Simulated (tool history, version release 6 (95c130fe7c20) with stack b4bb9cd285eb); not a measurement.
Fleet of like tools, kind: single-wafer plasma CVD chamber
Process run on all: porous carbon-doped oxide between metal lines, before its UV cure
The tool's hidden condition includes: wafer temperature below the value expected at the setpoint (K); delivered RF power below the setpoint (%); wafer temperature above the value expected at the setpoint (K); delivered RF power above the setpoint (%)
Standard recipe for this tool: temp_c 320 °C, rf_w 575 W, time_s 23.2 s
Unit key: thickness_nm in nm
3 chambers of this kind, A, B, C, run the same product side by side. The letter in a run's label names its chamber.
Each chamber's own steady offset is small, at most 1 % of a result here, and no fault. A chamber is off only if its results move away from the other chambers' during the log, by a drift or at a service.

run	hour	temp_c	rf_w	time_s	hours since the last thermocouple change	hours since the last RF generator calibration	read-back reference wafer on the same gauge, thickness_nm	thickness_nm
1A	4.4	320	575	23.2	2055.3	659.9	143.04	125.47
2B	9.9	320	575	23.2	1088.9	498.6	143.08	123.51
3C	14.9	320	575	23.2	45.0	317.7	142.98	125.29
4A	22.1	320	575	23.2	2073.0	677.6	142.95	125.49
5C	27.1	320	575	23.2	57.2	329.9	143.00	125.37
6B	32.8	320	575	23.2	1111.8	521.5	142.98	123.33
7A	38.0	331	485	23.2	2088.9	693.5	143.04	106.49
8C	44.8	331	485	23.2	74.9	347.6	143.03	105.43
9B	51.0	331	485	23.2	1130.0	539.7	143.04	104.53
10C	56.7	320	655	20.9	86.8	359.5	142.96	124.23
11A	62.0	320	655	20.9	2112.9	717.5	143.08	123.27
12B	69.2	320	655	20.9	1148.2	557.9	143.03	121.31
13C	73.1	320	575	23.2	103.2	375.9	143.01	125.25
14A	76.9	320	575	23.2	2127.8	732.4	142.97	125.30
15B	85.4	320	575	23.2	1164.4	574.1	142.98	123.59
# hour 86.3: chamber A: thermocouple changed; heater temperature recalibrated
16B	90.7	320	575	23.2	1169.7	579.4	143.01	123.06
17C	95.4	320	575	23.2	125.5	398.2	142.96	125.66
18A	99.6	320	575	23.2	13.3	755.1	143.02	128.69
19A	104.2	320	575	23.2	17.9	759.7	142.96	128.40
20B	109.2	320	575	23.2	1188.2	597.9	142.96	123.60
21C	117.2	320	575	23.2	147.3	420.0	143.06	125.11
22C	122.1	320	575	23.2	152.2	424.9	143.01	125.18
23A	129.9	320	575	23.2	43.6	785.4	143.01	128.63
24B	136.2	320	575	23.2	1215.2	624.9	142.89	123.33
25C	142.9	320	575	23.2	173.0	445.7	143.00	125.09
26B	147.7	320	575	23.2	1226.7	636.4	142.99	123.16
27A	154.2	320	575	23.2	67.9	809.7	142.94	128.47
28C	158.1	320	575	23.2	188.2	460.9	142.98	125.13
29B	163.6	320	575	23.2	1242.6	652.3	142.87	123.30
30A	170.2	320	575	23.2	83.9	825.7	143.03	128.15
31B	177.9	320	575	23.2	1256.9	666.6	142.99	123.30
32C	183.8	320	575	23.2	213.9	486.6	142.97	125.09

For the next run the whole fleet of 3 chambers uses the same settings. Give each chamber's results:
33A	190.1	334	575	23.2				?
33B	190.1	334	575	23.2				?
33C	190.1	334	575	23.2				?

run	thickness_nm
33A	120.28
33B	115.89
33C	116.75

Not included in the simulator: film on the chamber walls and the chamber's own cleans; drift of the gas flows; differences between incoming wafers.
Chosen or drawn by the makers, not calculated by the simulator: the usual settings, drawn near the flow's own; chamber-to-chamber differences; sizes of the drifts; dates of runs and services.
